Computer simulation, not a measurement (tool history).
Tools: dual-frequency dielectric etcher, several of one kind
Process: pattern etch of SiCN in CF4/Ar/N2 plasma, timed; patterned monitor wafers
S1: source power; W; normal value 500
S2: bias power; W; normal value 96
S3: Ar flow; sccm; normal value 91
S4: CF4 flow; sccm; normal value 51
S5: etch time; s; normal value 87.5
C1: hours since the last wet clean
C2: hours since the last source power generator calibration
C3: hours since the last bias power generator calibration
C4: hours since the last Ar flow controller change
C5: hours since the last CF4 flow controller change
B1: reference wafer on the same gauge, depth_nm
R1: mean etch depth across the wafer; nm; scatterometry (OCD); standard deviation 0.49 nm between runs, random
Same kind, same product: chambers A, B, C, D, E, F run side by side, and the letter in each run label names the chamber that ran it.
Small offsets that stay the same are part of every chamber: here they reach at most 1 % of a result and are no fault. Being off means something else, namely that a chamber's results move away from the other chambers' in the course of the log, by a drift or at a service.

{"run": "1D", "hour": 4.5, "S1": 500, "S2": 96, "S3": 91, "S4": 51, "S5": 87.5, "C1": 216.8, "C2": 3318.9, "C3": 2061.3, "C4": 2314.8, "C5": 409.1, "B1": 99.498, "R1": 89.665}
{"run": "2B", "hour": 12.0, "S1": 500, "S2": 96, "S3": 91, "S4": 51, "S5": 87.5, "C1": 368.3, "C2": 2771.2, "C3": 2455.6, "C4": 2437.6, "C5": 2326.7, "B1": 99.485, "R1": 88.748}
{"run": "3A", "hour": 20.6, "S1": 500, "S2": 96, "S3": 91, "S4": 51, "S5": 87.5, "C1": 485.8, "C2": 1950.6, "C3": 807.5, "C4": 5287.4, "C5": 281.6, "B1": 99.544, "R1": 87.327}
{"run": "4C", "hour": 26.2, "S1": 500, "S2": 96, "S3": 91, "S4": 51, "S5": 87.5, "C1": 120.6, "C2": 3246.1, "C3": 241.7, "C4": 1393.9, "C5": 3802.7, "B1": 99.449, "R1": 88.908}
{"run": "5F", "hour": 34.6, "S1": 500, "S2": 96, "S3": 91, "S4": 51, "S5": 87.5, "C1": 246.0, "C2": 767.1, "C3": 861.5, "C4": 530.9, "C5": 951.8, "B1": 99.476, "R1": 89.241}
{"run": "6E", "hour": 40.8, "S1": 570, "S2": 96, "S3": 91, "S4": 51, "S5": 87.5, "C1": 471.4, "C2": 838.9, "C3": 984.1, "C4": 294.1, "C5": 190.9, "B1": 99.393, "R1": 99.216}
{"run": "7A", "hour": 46.0, "S1": 570, "S2": 96, "S3": 91, "S4": 51, "S5": 87.5, "C1": 511.2, "C2": 1976.0, "C3": 832.9, "C4": 5312.8, "C5": 307.0, "B1": 99.606, "R1": 99.162}
{"run": "8B", "hour": 54.2, "S1": 570, "S2": 96, "S3": 91, "S4": 51, "S5": 87.5, "C1": 410.5, "C2": 2813.4, "C3": 2497.8, "C4": 2479.8, "C5": 2368.9, "B1": 99.473, "R1": 99.449}
{"run": "9F", "hour": 63.0, "S1": 570, "S2": 96, "S3": 91, "S4": 51, "S5": 87.5, "C1": 274.4, "C2": 795.5, "C3": 889.9, "C4": 559.3, "C5": 980.2, "B1": 99.489, "R1": 100.37}
{"run": "10C", "hour": 71.8, "S1": 570, "S2": 96, "S3": 91, "S4": 51, "S5": 87.5, "C1": 166.2, "C2": 3291.7, "C3": 287.3, "C4": 1439.5, "C5": 3848.3, "B1": 99.466, "R1": 99.36}
{"run": "11D", "hour": 80.4, "S1": 570, "S2": 96, "S3": 91, "S4": 51, "S5": 87.5, "C1": 292.7, "C2": 3394.8, "C3": 2137.2, "C4": 2390.7, "C5": 485.0, "B1": 99.515, "R1": 100.6}
{"run": "12E", "hour": 86.4, "S1": 500, "S2": 96, "S3": 91, "S4": 51, "S5": 87.5, "C1": 517.0, "C2": 884.5, "C3": 1029.7, "C4": 339.7, "C5": 236.5, "B1": 99.455, "R1": 88.56}
{"run": "13B", "hour": 95.9, "S1": 500, "S2": 96, "S3": 91, "S4": 51, "S5": 87.5, "C1": 452.2, "C2": 2855.1, "C3": 2539.5, "C4": 2521.5, "C5": 2410.6, "B1": 99.613, "R1": 88.287}
{"run": "14E", "hour": 101.1, "S1": 500, "S2": 96, "S3": 91, "S4": 51, "S5": 87.5, "C1": 531.7, "C2": 899.2, "C3": 1044.4, "C4": 354.4, "C5": 251.2, "B1": 99.597, "R1": 87.573}
{"run": "15C", "hour": 108.1, "S1": 500, "S2": 96, "S3": 91, "S4": 51, "S5": 87.5, "C1": 202.5, "C2": 3328.0, "C3": 323.6, "C4": 1475.8, "C5": 3884.6, "B1": 99.565, "R1": 89.165}
{"run": "16D", "hour": 116.0, "S1": 500, "S2": 96, "S3": 91, "S4": 51, "S5": 87.5, "C1": 328.3, "C2": 3430.4, "C3": 2172.8, "C4": 2426.3, "C5": 520.6, "B1": 99.442, "R1": 90.018}
{"run": "17F", "hour": 124.5, "S1": 500, "S2": 96, "S3": 91, "S4": 51, "S5": 87.5, "C1": 335.9, "C2": 857.0, "C3": 951.4, "C4": 620.8, "C5": 1041.7, "B1": 99.436, "R1": 88.962}
{"run": "18A", "hour": 132.0, "S1": 500, "S2": 96, "S3": 82, "S4": 51, "S5": 87.5, "C1": 597.2, "C2": 2062.0, "C3": 918.9, "C4": 5398.8, "C5": 393.0, "B1": 99.416, "R1": 89.789}
{"run": "19F", "hour": 142.4, "S1": 500, "S2": 96, "S3": 82, "S4": 51, "S5": 87.5, "C1": 353.8, "C2": 874.9, "C3": 969.3, "C4": 638.7, "C5": 1059.6, "B1": 99.597, "R1": 90.116}
{"run": "20C", "hour": 150.4, "S1": 500, "S2": 96, "S3": 82, "S4": 51, "S5": 87.5, "C1": 244.8, "C2": 3370.3, "C3": 365.9, "C4": 1518.1, "C5": 3926.9, "B1": 99.538, "R1": 90.18}
{"hour": 154.1, "done": "chamber F: wet clean of the chamber"}
{"run": "21D", "hour": 156.3, "S1": 500, "S2": 96, "S3": 82, "S4": 51, "S5": 87.5, "C1": 368.6, "C2": 3470.7, "C3": 2213.1, "C4": 2466.6, "C5": 560.9, "B1": 99.599, "R1": 91.693}
{"hour": 157.8, "done": "chamber A: wet clean of the chamber"}
{"run": "22B", "hour": 166.1, "S1": 500, "S2": 96, "S3": 82, "S4": 51, "S5": 87.5, "C1": 522.4, "C2": 2925.3, "C3": 2609.7, "C4": 2591.7, "C5": 2480.8, "B1": 99.603, "R1": 90.134}
{"run": "23A", "hour": 171.6, "S1": 500, "S2": 96, "S3": 82, "S4": 51, "S5": 87.5, "C1": 13.8, "C2": 2101.6, "C3": 958.5, "C4": 5438.4, "C5": 432.6, "B1": 99.565, "R1": 89.399}
{"hour": 173.7, "done": "chamber E: wet clean of the chamber"}
{"run": "24E", "hour": 180.7, "S1": 500, "S2": 96, "S3": 91, "S4": 51, "S5": 87.5, "C1": 7.0, "C2": 978.8, "C3": 1124.0, "C4": 434.0, "C5": 330.8, "B1": 99.388, "R1": 88.432}
{"run": "25D", "hour": 188.8, "S1": 500, "S2": 96, "S3": 91, "S4": 51, "S5": 87.5, "C1": 401.1, "C2": 3503.2, "C3": 2245.6, "C4": 2499.1, "C5": 593.4, "B1": 99.389, "R1": 91.045}
{"run": "26B", "hour": 195.3, "S1": 500, "S2": 96, "S3": 91, "S4": 51, "S5": 87.5, "C1": 551.6, "C2": 2954.5, "C3": 2638.9, "C4": 2620.9, "C5": 2510.0, "B1": 99.452, "R1": 89.103}
{"run": "27A", "hour": 202.1, "S1": 500, "S2": 96, "S3": 91, "S4": 51, "S5": 87.5, "C1": 44.3, "C2": 2132.1, "C3": 989.0, "C4": 5468.9, "C5": 463.1, "B1": 99.643, "R1": 87.968}
{"run": "28C", "hour": 212.4, "S1": 500, "S2": 96, "S3": 91, "S4": 51, "S5": 87.5, "C1": 306.8, "C2": 3432.3, "C3": 427.9, "C4": 1580.1, "C5": 3988.9, "B1": 99.584, "R1": 88.451}
{"run": "29F", "hour": 218.8, "S1": 430, "S2": 96, "S3": 91, "S4": 51, "S5": 109.0, "C1": 64.7, "C2": 951.3, "C3": 1045.7, "C4": 715.1, "C5": 1136.0, "B1": 99.516, "R1": 97.757}
{"run": "30E", "hour": 226.9, "S1": 430, "S2": 96, "S3": 91, "S4": 51, "S5": 109.0, "C1": 53.2, "C2": 1025.0, "C3": 1170.2, "C4": 480.2, "C5": 377.0, "B1": 99.39, "R1": 95.889}
{"run": "31D", "hour": 233.3, "S1": 430, "S2": 96, "S3": 91, "S4": 51, "S5": 109.0, "C1": 445.6, "C2": 3547.7, "C3": 2290.1, "C4": 2543.6, "C5": 637.9, "B1": 99.568, "R1": 102.21}
{"run": "32C", "hour": 240.4, "S1": 430, "S2": 96, "S3": 91, "S4": 51, "S5": 109.0, "C1": 334.8, "C2": 3460.3, "C3": 455.9, "C4": 1608.1, "C5": 4016.9, "B1": 99.479, "R1": 96.569}
{"run": "33F", "hour": 247.6, "S1": 430, "S2": 96, "S3": 91, "S4": 51, "S5": 109.0, "C1": 93.5, "C2": 980.1, "C3": 1074.5, "C4": 743.9, "C5": 1164.8, "B1": 99.651, "R1": 97.21}
{"run": "34A", "hour": 252.8, "S1": 430, "S2": 96, "S3": 91, "S4": 51, "S5": 109.0, "C1": 95.0, "C2": 2182.8, "C3": 1039.7, "C4": 5519.6, "C5": 513.8, "B1": 99.375, "R1": 95.909}
{"run": "35E", "hour": 258.1, "S1": 410, "S2": 96, "S3": 91, "S4": 51, "S5": 96.5, "C1": 84.4, "C2": 1056.2, "C3": 1201.4, "C4": 511.4, "C5": 408.2, "B1": 99.4, "R1": 81.652}
{"run": "36B", "hour": 267.9, "S1": 410, "S2": 96, "S3": 91, "S4": 51, "S5": 96.5, "C1": 624.2, "C2": 3027.1, "C3": 2711.5, "C4": 2693.5, "C5": 2582.6, "B1": 99.518, "R1": 83.603}
{"hour": 268.9, "done": "chamber B: source power generator calibrated"}
{"run": "37F", "hour": 277.1, "S1": 410, "S2": 96, "S3": 91, "S4": 51, "S5": 96.5, "C1": 123.0, "C2": 1009.6, "C3": 1104.0, "C4": 773.4, "C5": 1194.3, "B1": 99.399, "R1": 82.558}
{"run": "38C", "hour": 284.4, "S1": 410, "S2": 96, "S3": 91, "S4": 51, "S5": 96.5, "C1": 378.8, "C2": 3504.3, "C3": 499.9, "C4": 1652.1, "C5": 4060.9, "B1": 99.475, "R1": 82.366}
{"run": "39E", "hour": 293.4, "S1": 410, "S2": 96, "S3": 91, "S4": 51, "S5": 96.5, "C1": 119.7, "C2": 1091.5, "C3": 1236.7, "C4": 546.7, "C5": 443.5, "B1": 99.374, "R1": 81.623}
{"run": "40A", "hour": 298.4, "S1": 410, "S2": 96, "S3": 91, "S4": 51, "S5": 96.5, "C1": 140.6, "C2": 2228.4, "C3": 1085.3, "C4": 5565.2, "C5": 559.4, "B1": 99.389, "R1": 81.75}
{"hour": 303.3, "done": "chamber B: wet clean of the chamber"}
{"run": "41B", "hour": 304.1, "S1": 500, "S2": 96, "S3": 91, "S4": 51, "S5": 87.5, "C1": 0.8, "C2": 35.3, "C3": 2747.7, "C4": 2729.7, "C5": 2618.8, "B1": 99.457, "R1": 88.999}
{"run": "42D", "hour": 309.4, "S1": 500, "S2": 96, "S3": 91, "S4": 51, "S5": 87.5, "C1": 521.7, "C2": 3623.8, "C3": 2366.2, "C4": 2619.7, "C5": 714.0, "B1": 99.514, "R1": 94.586}

What goes on in this fleet: one chamber off, a drifting gauge, or nothing beyond the chambers' own small offsets? Name the chamber and the cause, if any.

Little by little, chamber D moves away from the other chambers.
Cause: etch rate over this chamber's usual, % = 5.25.
Not necessarily distinguishable in this log from: source power that arrives over what is set, %.

Which of the 4 candidates below, each the usual settings with something changed and its results left as question marks, puts chamber D back in line with what the other chambers give on the usual settings?
Allowed miss from the other chambers' usual-settings mean, per result, to count as in line: R1 1.700 nm
{"run": "43D-1", "hour": 316.8, "S1": 510, "S2": 97, "S3": 91, "S4": 51, "S5": 90.5, "R1": "?"}
{"run": "43D-2", "hour": 316.8, "S1": 500, "S2": 96, "S3": 91, "S4": 51, "S5": 89.0, "R1": "?"}
{"run": "43D-3", "hour": 316.8, "S1": 490, "S2": 95, "S3": 91, "S4": 51, "S5": 84.5, "R1": "?"}
{"run": "43D-4", "hour": 316.8, "S1": 500, "S2": 96, "S3": 91, "S4": 51, "S5": 86.0, "R1": "?"}

Mean of the other chambers on the usual settings: R1 88.666 nm
run=43D-1 R1=99.562
run=43D-2 R1=95.864
run=43D-3 R1=89.080
run=43D-4 R1=92.633
43D-3 puts the chamber back in line with the other chambers.

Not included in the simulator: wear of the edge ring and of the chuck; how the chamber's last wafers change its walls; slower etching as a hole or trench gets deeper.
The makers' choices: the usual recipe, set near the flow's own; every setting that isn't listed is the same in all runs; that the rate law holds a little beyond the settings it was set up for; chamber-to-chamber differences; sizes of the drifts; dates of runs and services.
